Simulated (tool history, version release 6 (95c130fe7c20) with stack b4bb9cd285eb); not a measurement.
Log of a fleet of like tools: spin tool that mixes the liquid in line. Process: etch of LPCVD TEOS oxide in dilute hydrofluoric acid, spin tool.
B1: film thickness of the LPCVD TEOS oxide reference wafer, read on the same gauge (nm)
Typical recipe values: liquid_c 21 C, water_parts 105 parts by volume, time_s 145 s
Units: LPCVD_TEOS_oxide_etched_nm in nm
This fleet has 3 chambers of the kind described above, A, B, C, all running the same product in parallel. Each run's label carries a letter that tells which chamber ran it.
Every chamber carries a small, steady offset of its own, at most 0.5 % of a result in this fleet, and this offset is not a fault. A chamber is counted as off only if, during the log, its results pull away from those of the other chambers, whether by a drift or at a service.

Run 1A, day 0.442: usual settings; B1 50.016. Result: LPCVD_TEOS_oxide_etched_nm 38.052 nm.
Run 2B, day 1.017: usual settings; B1 50.009. Result: LPCVD_TEOS_oxide_etched_nm 37.909 nm.
Run 3C, day 1.458: usual settings; B1 49.992. Result: LPCVD_TEOS_oxide_etched_nm 38.143 nm.
Run 4C, day 1.733: usual settings; B1 50.001. Result: LPCVD_TEOS_oxide_etched_nm 38.107 nm.
Run 5B, day 2.35: usual settings; B1 49.993. Result: LPCVD_TEOS_oxide_etched_nm 38.032 nm.
Run 6A, day 2.783: usual settings; B1 49.99. Result: LPCVD_TEOS_oxide_etched_nm 38.147 nm.
Run 7B, day 3.062: usual settings; B1 49.992. Result: LPCVD_TEOS_oxide_etched_nm 38.01 nm.
Run 8A, day 3.662: usual settings; B1 50.007. Result: LPCVD_TEOS_oxide_etched_nm 37.967 nm.
Run 9C, day 3.95: usual settings; B1 49.962. Result: LPCVD_TEOS_oxide_etched_nm 37.836 nm.
Run 10B, day 4.496: usual settings; B1 50.026. Result: LPCVD_TEOS_oxide_etched_nm 37.855 nm.
Run 11C, day 5.071: usual settings; B1 49.985. Result: LPCVD_TEOS_oxide_etched_nm 38.199 nm.
Run 12A, day 5.65: usual settings; B1 49.998. Result: LPCVD_TEOS_oxide_etched_nm 37.97 nm.
Run 13A, day 6.038: usual settings; B1 49.988. Result: LPCVD_TEOS_oxide_etched_nm 37.975 nm.
Run 14B, day 6.65: usual settings but water_parts 140 parts by volume; B1 50.001. Result: LPCVD_TEOS_oxide_etched_nm 27.219 nm.
At day 6.962: chamber B: thermometer replaced.
Run 15C, day 7.267: usual settings but water_parts 140 parts by volume; B1 49.998. Result: LPCVD_TEOS_oxide_etched_nm 27.469 nm.
Run 16C, day 7.9: usual settings but water_parts 140 parts by volume; B1 49.999. Result: LPCVD_TEOS_oxide_etched_nm 27.393 nm.
At day 8.292: chamber A: hydrofluoric acid flow meter replaced.
Run 17A, day 8.4: usual settings; B1 49.997. Result: LPCVD_TEOS_oxide_etched_nm 37.397 nm.
Run 18B, day 9.017: usual settings; B1 49.985. Result: LPCVD_TEOS_oxide_etched_nm 37.966 nm.
Run 19A, day 9.492: usual settings; B1 50.015. Result: LPCVD_TEOS_oxide_etched_nm 37.598 nm.
Run 20B, day 9.971: usual settings but water_parts 60 parts by volume, time_s 120 s; B1 50.023. Result: LPCVD_TEOS_oxide_etched_nm 58.654 nm.
Run 21C, day 10.546: usual settings but water_parts 60 parts by volume, time_s 120 s; B1 50.016. Result: LPCVD_TEOS_oxide_etched_nm 57.527 nm.
Run 22B, day 10.954: usual settings but water_parts 60 parts by volume, time_s 120 s; B1 50.005. Result: LPCVD_TEOS_oxide_etched_nm 58.672 nm.
Run 23C, day 11.421: usual settings but time_s 185 s; B1 50.012. Result: LPCVD_TEOS_oxide_etched_nm 48.461 nm.
Run 24A, day 11.983: usual settings but time_s 185 s; B1 50.014. Result: LPCVD_TEOS_oxide_etched_nm 47.268 nm.
Run 25B, day 12.317: usual settings but time_s 185 s; B1 50.011. Result: LPCVD_TEOS_oxide_etched_nm 48.568 nm.
Run 26A, day 12.842: usual settings but liquid_c 18 C, water_parts 125 parts by volume; B1 49.984. Result: LPCVD_TEOS_oxide_etched_nm 26.796 nm.
Run 27C, day 13.362: usual settings but liquid_c 18 C, water_parts 125 parts by volume; B1 49.991. Result: LPCVD_TEOS_oxide_etched_nm 27.791 nm.
Run 28C, day 13.929: usual settings but liquid_c 18 C, water_parts 125 parts by volume; B1 50.033. Result: LPCVD_TEOS_oxide_etched_nm 27.729 nm.
Run 29A, day 14.546: usual settings but liquid_c 17.5 C; B1 50.011. Result: LPCVD_TEOS_oxide_etched_nm 31.732 nm.
Run 30B, day 15.054: usual settings but liquid_c 17.5 C; B1 50.007. Result: LPCVD_TEOS_oxide_etched_nm 32.943 nm.
Run 31A, day 15.338: usual settings but liquid_c 17.5 C; B1 49.998. Result: LPCVD_TEOS_oxide_etched_nm 31.537 nm.

One chamber off, gauge drift, or nothing amiss beyond the chambers' own small offsets? If it is a chamber, which one, and what is the likeliest cause?

One chamber, A, drifts off from the rest bit by bit.
Likeliest cause: liquid colder than its thermometer reads (K) = 1.13.

Chamber A could run next with any of the 4 candidate recipes listed below; each alters the usual settings, and their results appear as question marks. Which one brings its results back in line with what the other chambers deliver on the usual settings?
In line here means within this much of the mean the other chambers give on the usual settings: LPCVD_TEOS_oxide_etched_nm 0.61 nm
Run 32A-1, day 15.796: usual settings but water_parts 110 parts by volume, time_s 140 s. Result: LPCVD_TEOS_oxide_etched_nm ?.
Run 32A-2, day 15.796: usual settings but liquid_c 22 C. Result: LPCVD_TEOS_oxide_etched_nm ?.
Run 32A-3, day 15.796: usual settings but liquid_c 20 C. Result: LPCVD_TEOS_oxide_etched_nm ?.
Run 32A-4, day 15.796: usual settings but liquid_c 23 C. Result: LPCVD_TEOS_oxide_etched_nm ?.

The other chambers' mean on the usual settings: LPCVD_TEOS_oxide_etched_nm 37.964 nm
  run  LPCVD_TEOS_oxide_etched_nm
32A-1                      33.328
32A-2                      37.884
32A-3                      34.873
32A-4                      39.478
The answer is 32A-2, which returns the chamber to within the allowed miss of the others.

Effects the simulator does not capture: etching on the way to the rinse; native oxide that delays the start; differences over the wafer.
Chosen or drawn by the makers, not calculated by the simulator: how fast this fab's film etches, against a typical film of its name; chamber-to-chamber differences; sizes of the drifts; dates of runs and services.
